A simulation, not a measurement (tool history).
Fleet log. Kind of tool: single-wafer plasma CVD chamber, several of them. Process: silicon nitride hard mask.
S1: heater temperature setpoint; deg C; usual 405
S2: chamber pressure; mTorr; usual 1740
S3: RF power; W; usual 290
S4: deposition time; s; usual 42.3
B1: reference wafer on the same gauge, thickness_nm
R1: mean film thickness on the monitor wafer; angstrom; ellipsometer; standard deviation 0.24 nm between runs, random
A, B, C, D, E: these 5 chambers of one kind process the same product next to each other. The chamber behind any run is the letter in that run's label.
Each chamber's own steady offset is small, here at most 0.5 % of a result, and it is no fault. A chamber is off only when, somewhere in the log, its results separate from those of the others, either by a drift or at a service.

run	hour	S1	S2	S3	S4	B1	R1
1B	9.8	405	1740	290	42.3	47.798	489.28
2C	15.1	405	1740	290	42.3	47.806	486.69
3E	23.1	405	1740	290	42.3	47.813	486.71
4A	29.6	405	1740	290	42.3	47.760	485.16
5D	35.3	405	1740	290	42.3	47.846	484.24
# hour 39.5: chamber B: capacitance manometer re-zeroed and calibrated
# hour 40.8: chamber E: thermocouple changed; heater temperature recalibrated
6E	41.8	405	1740	290	42.3	47.771	483.77
7D	51.6	405	1740	290	42.3	47.846	484.18
8C	56.1	399	1740	290	42.3	47.801	490.68
9B	64.1	399	1740	290	42.3	47.826	485.06
10A	69.7	399	1740	290	42.3	47.808	486.61
11D	78.5	399	1740	290	42.3	47.822	486.40
12B	85.0	399	1740	290	42.3	47.830	484.89
13A	89.4	405	1360	290	48.1	47.842	516.32
14E	94.0	405	1360	290	48.1	47.832	505.90
# hour 98.1: chamber D: capacitance manometer re-zeroed and calibrated
15C	99.1	405	1360	290	48.1	47.759	520.93
16B	108.8	405	1360	290	48.1	47.764	513.25
17E	117.6	405	1360	290	48.1	47.740	516.70
18D	123.5	405	1740	290	42.3	47.762	483.86
19C	128.4	405	1740	290	42.3	47.734	488.80
20A	138.3	405	1740	290	42.3	47.771	484.46
21E	144.1	405	1740	290	42.3	47.801	483.71
22B	153.6	405	1740	290	42.3	47.785	481.11
23A	161.5	405	1740	290	42.3	47.777	485.52
24C	168.5	405	1740	290	42.3	47.827	491.49
25D	178.5	405	1740	290	47.1	47.870	539.57
26C	183.0	405	1740	290	47.1	47.793	544.87
27A	191.2	405	1740	290	47.1	47.834	544.76
28D	197.4	405	1740	290	47.1	47.848	538.19
29B	204.1	405	1740	290	47.1	47.807	540.23
30E	212.3	405	1740	290	42.3	47.797	483.80
31E	222.0	405	1740	290	42.3	47.744	488.27
32D	228.2	405	1740	315	42.3	47.822	514.83
33A	237.5	405	1740	315	42.3	47.822	521.18

All 5 chambers run these settings next. Forecast each chamber's results:
34A	244.7	405	1740	290	42.3		?
34B	244.7	405	1740	290	42.3		?
34C	244.7	405	1740	290	42.3		?
34D	244.7	405	1740	290	42.3		?
34E	244.7	405	1740	290	42.3		?

run	R1
34A	485.41
34B	481.69
34C	489.05
34D	483.85
34E	486.74
